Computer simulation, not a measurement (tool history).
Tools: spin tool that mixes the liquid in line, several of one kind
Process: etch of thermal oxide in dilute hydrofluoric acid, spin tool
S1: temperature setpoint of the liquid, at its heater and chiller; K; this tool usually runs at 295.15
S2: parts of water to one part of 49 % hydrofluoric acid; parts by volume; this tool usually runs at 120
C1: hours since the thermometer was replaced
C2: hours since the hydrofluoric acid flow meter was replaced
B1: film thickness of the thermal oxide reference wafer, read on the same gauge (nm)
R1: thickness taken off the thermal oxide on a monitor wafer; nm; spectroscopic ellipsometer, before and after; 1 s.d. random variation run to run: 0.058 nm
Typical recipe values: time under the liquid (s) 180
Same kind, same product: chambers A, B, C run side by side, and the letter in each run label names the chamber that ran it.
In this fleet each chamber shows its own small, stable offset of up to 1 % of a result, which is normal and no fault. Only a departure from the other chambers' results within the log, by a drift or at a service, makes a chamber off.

run 1A hour=6.1 | S1=295.15 S2=120 time_under_the_liquid_(s)=180 | C1=1051.5 C2=1671.9 | B1=120.01 | R1=6.4458
run 2C hour=14.2 | S1=295.15 S2=120 time_under_the_liquid_(s)=180 | C1=252.9 C2=1119.7 | B1=119.98 | R1=6.615
run 3B hour=20.9 | S1=295.15 S2=120 time_under_the_liquid_(s)=180 | C1=1176.5 C2=1139.5 | B1=120.04 | R1=6.5471
run 4B hour=26.1 | S1=295.15 S2=120 time_under_the_liquid_(s)=180 | C1=1181.7 C2=1144.7 | B1=120 | R1=6.3954
run 5C hour=35.6 | S1=295.15 S2=120 time_under_the_liquid_(s)=180 | C1=274.3 C2=1141.1 | B1=120 | R1=6.5176
run 6A hour=41.7 | S1=295.15 S2=120 time_under_the_liquid_(s)=180 | C1=1087.1 C2=1707.5 | B1=120.01 | R1=6.5377
run 7C hour=48.3 | S1=295.15 S2=120 time_under_the_liquid_(s)=180 | C1=287 C2=1153.8 | B1=120.02 | R1=6.6137
run 8A hour=54.5 | S1=295.15 S2=120 time_under_the_liquid_(s)=180 | C1=1099.9 C2=1720.3 | B1=119.94 | R1=6.4874
run 9B hour=65.8 | S1=295.15 S2=120 time_under_the_liquid_(s)=180 | C1=1221.4 C2=1184.4 | B1=119.98 | R1=6.5321
run 10B hour=73.5 | S1=295.15 S2=120 time_under_the_liquid_(s)=180 | C1=1229.1 C2=1192.1 | B1=119.98 | R1=6.5721
run 11C hour=83.1 | S1=295.15 S2=120 time_under_the_liquid_(s)=180 | C1=321.8 C2=1188.6 | B1=120 | R1=6.4475
run 12A hour=92.9 | S1=295.15 S2=120 time_under_the_liquid_(s)=180 | C1=1138.3 C2=1758.7 | B1=119.98 | R1=6.4743
run 13B hour=101.3 | S1=295.15 S2=120 time_under_the_liquid_(s)=180 | C1=1256.9 C2=1219.9 | B1=120 | R1=6.8452
run 14A hour=108.5 | S1=295.15 S2=120 time_under_the_liquid_(s)=180 | C1=1153.9 C2=1774.3 | B1=120.04 | R1=6.5104
run 15C hour=115.7 | S1=295.15 S2=120 time_under_the_liquid_(s)=180 | C1=354.4 C2=1221.2 | B1=119.99 | R1=6.5666
run 16B hour=122.4 | S1=295.15 S2=120 time_under_the_liquid_(s)=180 | C1=1278 C2=1241 | B1=120.02 | R1=6.796
run 17A hour=128.5 | S1=295.15 S2=120 time_under_the_liquid_(s)=180 | C1=1173.9 C2=1794.3 | B1=119.97 | R1=6.4466
run 18C hour=138 | S1=295.15 S2=120 time_under_the_liquid_(s)=180 | C1=376.7 C2=1243.5 | B1=119.96 | R1=6.507
run 19B hour=147.9 | S1=295.15 S2=120 time_under_the_liquid_(s)=180 | C1=1303.5 C2=1266.5 | B1=120.06 | R1=6.869
run 20C hour=154.6 | S1=295.15 S2=120 time_under_the_liquid_(s)=180 | C1=393.3 C2=1260.1 | B1=120.02 | R1=6.4789
run 21A hour=164.6 | S1=295.15 S2=120 time_under_the_liquid_(s)=180 | C1=1210 C2=1830.4 | B1=120.04 | R1=6.5139
run 22A hour=171 | S1=295.15 S2=120 time_under_the_liquid_(s)=180 | C1=1216.4 C2=1836.8 | B1=119.95 | R1=6.5574
run 23B hour=181 | S1=290.65 S2=120 time_under_the_liquid_(s)=180 | C1=1336.6 C2=1299.6 | B1=120 | R1=5.8815
run 24C hour=189.4 | S1=290.65 S2=120 time_under_the_liquid_(s)=180 | C1=428.1 C2=1294.9 | B1=120.02 | R1=5.3835
run 25B hour=195.2 | S1=290.65 S2=120 time_under_the_liquid_(s)=180 | C1=1350.8 C2=1313.8 | B1=120.06 | R1=5.9496

Which is it: a chamber that has drifted or been left off by a service, a gauge drift common to all chambers, or only each chamber's usual small offset? If a chamber is off, name it and its likeliest cause.

One chamber, B, drifts off from the rest bit by bit.
Cause: hydrofluoric acid flow above the setpoint (%) = 9.16.
The log may not tell that from: liquid hotter than its thermometer reads (K).

Below are 4 candidate recipes for chamber B's next run, each the usual settings with a change, their results shown as question marks. Which of them brings B's results back in line with what the other chambers give on the usual settings?
Counts as in line when no further than this from what the other chambers average on the usual settings: R1 0.2 nm
run 26B-1 hour=203.5 | S1=295.15 S2=125 time_under_the_liquid_(s)=170 | R1=?
run 26B-2 hour=203.5 | S1=295.15 S2=115 time_under_the_liquid_(s)=180 | R1=?
run 26B-3 hour=203.5 | S1=295.15 S2=115 time_under_the_liquid_(s)=190 | R1=?
run 26B-4 hour=203.5 | S1=295.15 S2=120 time_under_the_liquid_(s)=175 | R1=?

Other chambers, usual settings, mean: R1 6.5036 nm
run=26B-1 R1=6.4712
run=26B-2 R1=7.5203
run=26B-3 R1=7.938
run=26B-4 R1=6.9728
The answer is 26B-1, which returns the chamber to within the allowed miss of the others.
